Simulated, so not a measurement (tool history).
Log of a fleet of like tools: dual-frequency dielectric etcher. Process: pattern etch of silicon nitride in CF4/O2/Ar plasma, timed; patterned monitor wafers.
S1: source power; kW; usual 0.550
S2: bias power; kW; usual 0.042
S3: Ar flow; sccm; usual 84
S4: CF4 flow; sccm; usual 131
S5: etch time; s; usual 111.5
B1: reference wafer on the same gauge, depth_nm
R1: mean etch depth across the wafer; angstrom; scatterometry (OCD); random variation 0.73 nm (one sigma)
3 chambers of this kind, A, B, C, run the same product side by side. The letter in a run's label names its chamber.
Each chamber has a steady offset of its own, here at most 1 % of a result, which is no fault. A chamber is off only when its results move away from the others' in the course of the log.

run 1B hour=4.8 | S1=0.550 S2=0.042 S3=84 S4=131 S5=111.5 | B1=206.94 | R1=2274.4
run 2A hour=7.8 | S1=0.550 S2=0.042 S3=84 S4=131 S5=111.5 | B1=207.21 | R1=2284.1
run 3C hour=12.9 | S1=0.550 S2=0.042 S3=84 S4=131 S5=111.5 | B1=206.96 | R1=2295.9
run 4B hour=16.3 | S1=0.550 S2=0.042 S3=84 S4=131 S5=111.5 | B1=206.97 | R1=2273.1
run 5C hour=21.9 | S1=0.550 S2=0.042 S3=84 S4=131 S5=111.5 | B1=207.04 | R1=2288.5
run 6A hour=25.7 | S1=0.550 S2=0.042 S3=84 S4=131 S5=111.5 | B1=207.23 | R1=2285.1
run 7A hour=29.0 | S1=0.550 S2=0.042 S3=84 S4=131 S5=111.5 | B1=207.14 | R1=2281.9
run 8C hour=31.9 | S1=0.550 S2=0.042 S3=84 S4=131 S5=111.5 | B1=207.19 | R1=2296.6
run 9B hour=34.7 | S1=0.550 S2=0.042 S3=84 S4=131 S5=111.5 | B1=206.99 | R1=2263.0
run 10A hour=37.8 | S1=0.550 S2=0.042 S3=84 S4=157 S5=111.5 | B1=206.94 | R1=2324.1
run 11B hour=42.0 | S1=0.550 S2=0.042 S3=84 S4=157 S5=111.5 | B1=207.01 | R1=2312.4
run 12C hour=44.6 | S1=0.550 S2=0.042 S3=84 S4=157 S5=111.5 | B1=206.92 | R1=2336.9
run 13B hour=50.2 | S1=0.550 S2=0.042 S3=84 S4=131 S5=111.5 | B1=207.07 | R1=2262.7
run 14A hour=55.0 | S1=0.550 S2=0.042 S3=84 S4=131 S5=111.5 | B1=206.92 | R1=2276.7
run 15C hour=57.6 | S1=0.550 S2=0.042 S3=84 S4=131 S5=111.5 | B1=207.05 | R1=2297.3
run 16B hour=60.1 | S1=0.550 S2=0.042 S3=84 S4=131 S5=111.5 | B1=207.03 | R1=2260.9
run 17A hour=64.9 | S1=0.550 S2=0.042 S3=84 S4=131 S5=111.5 | B1=206.94 | R1=2283.9
run 18C hour=69.8 | S1=0.550 S2=0.042 S3=84 S4=131 S5=111.5 | B1=206.95 | R1=2287.6
run 19C hour=72.8 | S1=0.550 S2=0.042 S3=84 S4=131 S5=111.5 | B1=207.12 | R1=2286.9
run 20A hour=77.0 | S1=0.550 S2=0.042 S3=84 S4=131 S5=111.5 | B1=207.18 | R1=2291.2
run 21B hour=81.7 | S1=0.550 S2=0.042 S3=66 S4=116 S5=111.5 | B1=207.01 | R1=2295.8
-- hour=83.1 chamber A: source power generator calibrated
run 22C hour=85.5 | S1=0.550 S2=0.042 S3=66 S4=116 S5=111.5 | B1=207.07 | R1=2323.4
run 23B hour=90.0 | S1=0.550 S2=0.042 S3=66 S4=116 S5=111.5 | B1=207.14 | R1=2304.8
run 24A hour=93.8 | S1=0.550 S2=0.042 S3=84 S4=131 S5=111.5 | B1=206.98 | R1=2351.2
run 25B hour=96.8 | S1=0.550 S2=0.042 S3=84 S4=131 S5=111.5 | B1=206.98 | R1=2273.3
run 26A hour=102.5 | S1=0.550 S2=0.042 S3=92 S4=131 S5=97.0 | B1=206.85 | R1=2017.1
run 27C hour=106.8 | S1=0.550 S2=0.042 S3=92 S4=131 S5=97.0 | B1=207.03 | R1=1964.0
run 28B hour=111.7 | S1=0.550 S2=0.042 S3=92 S4=131 S5=97.0 | B1=206.86 | R1=1949.4
run 29A hour=117.4 | S1=0.690 S2=0.042 S3=84 S4=131 S5=111.5 | B1=207.02 | R1=2854.8
run 30C hour=120.5 | S1=0.690 S2=0.042 S3=84 S4=131 S5=111.5 | B1=207.08 | R1=2798.1
run 31C hour=123.5 | S1=0.690 S2=0.042 S3=84 S4=131 S5=111.5 | B1=206.98 | R1=2787.7
run 32A hour=127.1 | S1=0.550 S2=0.042 S3=93 S4=131 S5=111.5 | B1=207.23 | R1=2324.1
run 33B hour=130.9 | S1=0.550 S2=0.042 S3=93 S4=131 S5=111.5 | B1=207.05 | R1=2237.6
run 34B hour=135.2 | S1=0.550 S2=0.042 S3=93 S4=131 S5=111.5 | B1=206.91 | R1=2257.0

What goes on in this fleet: one chamber off, a drifting gauge, or nothing beyond the chambers' own small offsets? Name the chamber and the cause, if any.

A service left chamber A off against the others.
Cause: source power that arrives over what is set, % = 3.09.

Here are 4 candidates for chamber A's next run, each the usual settings with a change, their results left as question marks. Which one brings its results back in line with what the others give on the usual settings?
In line means no further than this from the other chambers' mean on the usual settings: R1 25.0 angstrom
run 35A-1 hour=139.3 | S1=0.550 S2=0.042 S3=95 S4=114 S5=111.5 | R1=?
run 35A-2 hour=139.3 | S1=0.570 S2=0.042 S3=84 S4=131 S5=111.5 | R1=?
run 35A-3 hour=139.3 | S1=0.540 S2=0.042 S3=84 S4=131 S5=108.0 | R1=?
run 35A-4 hour=139.3 | S1=0.560 S2=0.042 S3=84 S4=131 S5=115.0 | R1=?

The other chambers' mean on the usual settings: R1 2278.8 angstrom
run=35A-1 R1=2272.8
run=35A-2 R1=2418.3
run=35A-3 R1=2232.9
run=35A-4 R1=2455.4
35A-1 brings the chamber back in line.

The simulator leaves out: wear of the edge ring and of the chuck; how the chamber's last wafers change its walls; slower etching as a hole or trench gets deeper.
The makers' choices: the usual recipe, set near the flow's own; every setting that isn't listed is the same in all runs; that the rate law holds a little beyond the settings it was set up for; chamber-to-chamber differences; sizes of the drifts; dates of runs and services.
